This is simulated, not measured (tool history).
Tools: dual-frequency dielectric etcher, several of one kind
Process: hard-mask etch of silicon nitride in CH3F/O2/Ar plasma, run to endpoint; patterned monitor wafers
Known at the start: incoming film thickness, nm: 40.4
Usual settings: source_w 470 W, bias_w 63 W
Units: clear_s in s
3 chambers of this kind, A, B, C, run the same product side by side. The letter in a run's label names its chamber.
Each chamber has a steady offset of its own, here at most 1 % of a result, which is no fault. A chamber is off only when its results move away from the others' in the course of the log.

run    day  source_w  bias_w  hours since the last wet clean  hours since the last source power generator calibration  hours since the last bias power generator calibration  clear_s
 1A  0.267       470      63                           259.8                                                     2411                                                 1733.5   57.339
 2C  0.538       470      63                           158.3                                                   3136.7                                                  561.8   57.414
 3B  0.817       470      63                           371.9                                                   2578.7                                                 1042.7   56.383
 4C  1.071       470      63                           171.1                                                   3149.5                                                  574.6   57.368
 5B  1.371       470      63                           385.2                                                     2592                                                   1056    56.51
 6A   1.55       470      63                           290.6                                                   2441.8                                                 1764.3   57.237
 7A  1.854       470      63                           297.9                                                   2449.1                                                 1771.6   56.971
 8C  2.142       470      63                           196.8                                                   3175.2                                                  600.3   57.909
 9B  2.433       470      63                           410.7                                                   2617.5                                                 1081.5   56.805
10C  2.671       470      63                           209.5                                                   3187.9                                                    613   57.374
11B  3.017       470      63                           424.7                                                   2631.5                                                 1095.5   56.876
12A  3.292       470      63                           332.4                                                   2483.6                                                 1806.1   57.156
13C  3.442       470      63                             228                                                   3206.4                                                  631.5   57.421
14B  3.646       470      63                           439.8                                                   2646.6                                                 1110.6   57.327
15A  3.833       470      63                           345.4                                                   2496.6                                                 1819.1   57.394
16A  4.025       470      63                             350                                                   2501.2                                                 1823.7   57.018
17B  4.346       470      63                           456.6                                                   2663.4                                                 1127.4   56.919
     4.533  -- chamber A: wet clean of the chamber
18C  4.558       470      63                           254.8                                                   3233.2                                                  658.3   57.469
19C  4.804       470      63                           260.7                                                   3239.1                                                  664.2   57.212
     5.021  -- chamber B: wet clean of the chamber
20B  5.054       470      63                             0.9                                                   2680.4                                                 1144.4   59.439
21A  5.212       470      63                            16.4                                                   2529.7                                                 1852.2   57.149
22C  5.542       470      63                           278.4                                                   3256.8                                                  681.9   57.315
23A  5.762       470      63                            29.6                                                   2542.9                                                 1865.4   57.828
24B  5.958       550      48                            22.6                                                   2702.1                                                 1166.1   60.853
25A  6.154       550      48                              39                                                   2552.3                                                 1874.8   57.886
26B  6.438       550      48                            34.1                                                   2713.6                                                 1177.6    61.02
27C  6.646       470      63                           304.9                                                   3283.3                                                  708.4   56.969
28C  6.921       400      77                           311.5                                                   3289.9                                                    715   56.308
29B  7.171       400      77                            51.7                                                   2731.2                                                 1195.2   59.038
30A  7.375       400      77                            68.3                                                   2581.6                                                 1904.1   57.584
31B  7.708       510      53                            64.6                                                   2744.1                                                 1208.1   60.856
32C   7.95       510      53                           336.2                                                   3314.6                                                  739.7   58.633
       8.2  -- chamber C: wet clean of the chamber
33A  8.292       510      53                            90.3                                                   2603.6                                                 1926.1   58.533
34B  8.521       470      63                            84.1                                                   2763.6                                                 1227.6   59.721
35C  8.675       410      63                            11.4                                                     3332                                                  757.1   60.215
36A  8.975       410      63                           106.7                                                     2620                                                 1942.5   60.636
37A    9.2       410      63                           112.1                                                   2625.4                                                 1947.9   60.488
38B  9.529       470      63                           108.3                                                   2787.8                                                 1251.8   60.308

Is one chamber off against the others, does the gauge drift, or is nothing wrong? If a chamber is off, say which, and what the likeliest cause is.

A service left chamber B off against the others.
Cause: etch rate under this chamber's usual, % = 5.18.

Here are 4 candidates for chamber B's next run, each the usual settings with a change, their results left as question marks. Which one brings its results back in line with what the others give on the usual settings?
In line means no further than this from the other chambers' mean on the usual settings: clear_s 1.5 s
39B-1  9.775       520      63                                                                                                                                                        ?
39B-2  9.775       410      56                                                                                                                                                        ?
39B-3  9.775       440      60                                                                                                                                                        ?
39B-4  9.775       470      80                                                                                                                                                        ?

The other chambers' mean on the usual settings: clear_s 57.354 s
  run  clear_s
39B-1   57.547
39B-2   65.486
39B-3    62.32
39B-4   55.112
39B-1 brings the chamber back in line.
